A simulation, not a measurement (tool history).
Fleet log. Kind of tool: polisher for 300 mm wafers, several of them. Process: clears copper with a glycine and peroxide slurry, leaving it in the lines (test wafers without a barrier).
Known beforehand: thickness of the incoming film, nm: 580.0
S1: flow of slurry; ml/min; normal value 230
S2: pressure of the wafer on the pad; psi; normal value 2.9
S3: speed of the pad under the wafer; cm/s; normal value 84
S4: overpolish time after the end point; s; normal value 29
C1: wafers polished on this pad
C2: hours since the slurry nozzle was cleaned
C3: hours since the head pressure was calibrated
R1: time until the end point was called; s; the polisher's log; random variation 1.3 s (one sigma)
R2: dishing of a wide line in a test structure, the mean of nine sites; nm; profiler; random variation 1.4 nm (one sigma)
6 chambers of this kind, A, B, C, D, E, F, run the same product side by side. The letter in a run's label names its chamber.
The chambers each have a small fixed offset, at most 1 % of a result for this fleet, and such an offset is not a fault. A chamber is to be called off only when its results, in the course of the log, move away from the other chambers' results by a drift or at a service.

run,hour,S1,S2,S3,S4,C1,C2,C3,R1,R2
1B,3.9,230,2.9,84,29,220,200.1,24.0,110.150,77.440
# hour 4.8: chamber C: worn pad replaced by a new one
2F,7.9,230,2.9,84,29,155,136.0,864.3,112.410,79.726
3D,11.9,230,2.9,84,29,818,205.1,1017.3,112.220,79.804
# hour 14.3: chamber E: worn pad replaced by a new one
4C,15.8,230,2.9,84,29,83,455.4,567.8,112.400,80.823
5A,19.0,230,2.9,84,29,385,308.7,630.3,113.640,77.243
6E,24.4,230,2.9,84,29,76,379.6,1140.4,111.660,78.131
7C,29.7,230,2.9,84,29,189,469.3,581.7,112.070,78.627
8E,33.3,230,2.9,84,29,144,388.5,1149.3,112.040,79.617
9A,36.3,180,3.4,84,29,516,326.0,647.6,100.730,84.162
10B,41.8,180,3.4,84,29,508,238.0,61.9,101.550,84.109
# hour 42.9: chamber E: head pressure recalibrated
11F,46.0,180,3.4,84,29,443,174.1,902.4,103.650,86.415
12D,50.1,180,3.4,84,29,1107,243.3,1055.5,99.612,87.119
13A,54.8,180,3.4,84,29,656,344.5,666.1,101.220,84.599
14F,60.0,180,3.4,84,29,550,188.1,916.4,103.460,87.246
15E,63.5,230,2.9,84,29,373,418.7,20.7,116.480,77.852
16B,66.3,230,2.9,84,29,694,262.5,86.4,113.990,79.616
17D,68.8,230,2.9,84,29,1249,262.0,1074.2,110.550,78.734
# hour 70.9: chamber B: worn pad replaced by a new one
# hour 71.6: chamber A: worn pad replaced by a new one
18C,73.0,230,2.9,84,29,517,512.6,625.0,116.780,77.524
19F,78.2,230,2.9,84,29,688,206.3,934.6,111.720,78.999
# hour 80.3: chamber D: worn pad replaced by a new one
20E,82.7,230,2.9,84,29,518,437.9,39.9,116.820,76.369
21A,86.2,230,2.9,84,29,110,375.9,697.5,113.170,77.801
22B,89.5,230,2.9,84,29,141,285.7,109.6,109.280,81.150
# hour 91.5: chamber F: worn pad replaced by a new one
23C,93.6,230,2.9,84,29,673,533.2,645.6,113.410,78.831
24D,96.9,230,2.9,84,29,125,290.1,1102.3,112.480,80.765
# hour 100.2: chamber C: worn pad replaced by a new one
25E,100.5,230,2.9,84,29,653,455.7,57.7,114.670,74.834
# hour 100.6: chamber F: head pressure recalibrated
26B,106.0,230,2.9,84,29,266,302.2,126.1,114.140,82.630
27D,109.3,230,2.9,84,29,219,302.5,1114.7,112.000,79.799
28F,112.7,230,2.9,84,29,160,240.8,12.2,109.850,80.132
# hour 114.6: chamber D: head pressure recalibrated
29C,115.7,230,2.9,84,29,117,555.3,667.7,115.660,76.275
30A,118.3,230,2.9,84,29,354,408.0,729.6,113.180,79.539
31B,123.9,290,2.9,84,29,402,320.1,144.0,109.120,81.923
# hour 127.3: chamber A: head pressure recalibrated
32D,129.0,290,2.9,84,29,369,322.2,14.4,109.610,83.370
33F,131.5,290,2.9,84,29,303,259.6,31.0,111.200,79.261
34A,134.1,290,2.9,84,29,474,423.8,6.9,109.240,80.089
35E,137.9,290,2.9,84,29,937,493.1,95.1,111.120,77.426
36C,142.0,290,2.9,84,29,317,581.6,694.0,110.240,80.649
37C,146.9,230,2.1,84,17,354,586.5,698.9,147.910,44.593
# hour 149.9: chamber B: worn pad replaced by a new one
38F,150.0,230,2.1,84,17,443,278.1,49.5,145.460,45.285
39B,154.1,230,2.1,84,17,32,350.3,174.2,146.530,44.691
40A,158.4,230,2.1,84,17,658,448.1,31.2,141.390,44.057
41D,161.8,230,2.1,84,17,618,355.0,47.2,140.190,43.770
42E,166.9,230,2.1,84,17,1157,522.1,124.1,152.270,41.604

One chamber off, gauge drift, or nothing amiss beyond the chambers' own small offsets? If it is a chamber, which one, and what is the likeliest cause?

One chamber, E, drifts off from the rest bit by bit.
Cause: slurry flow missing at the pad, % = 36.6.
From this log alone, it may not be told apart from: removal rate lost through wear of the pad, %; head's pressure below its setpoint, %.

Here are 4 candidates for chamber E's next run, each the usual settings with a change, their results left as question marks. Which one brings its results back in line with what the others give on the usual settings?
To be in line, a result may differ from the other chambers' mean on the usual settings by at most: R1 4.700 s; R2 4.900 nm
43E-1,171.0,230,2.8,80,29,,,,?,?
43E-2,171.0,235,3.1,92,30,,,,?,?
43E-3,171.0,230,3.0,88,29,,,,?,?
43E-4,171.0,225,2.7,76,28,,,,?,?

On the usual settings, the other chambers give on average: R1 112.550 s; R2 79.160 nm
run,R1,R2
43E-1,129.330,72.271
43E-2,106.040,83.215
43E-3,113.390,78.394
43E-4,139.030,67.322
43E-3 brings the chamber back in line.

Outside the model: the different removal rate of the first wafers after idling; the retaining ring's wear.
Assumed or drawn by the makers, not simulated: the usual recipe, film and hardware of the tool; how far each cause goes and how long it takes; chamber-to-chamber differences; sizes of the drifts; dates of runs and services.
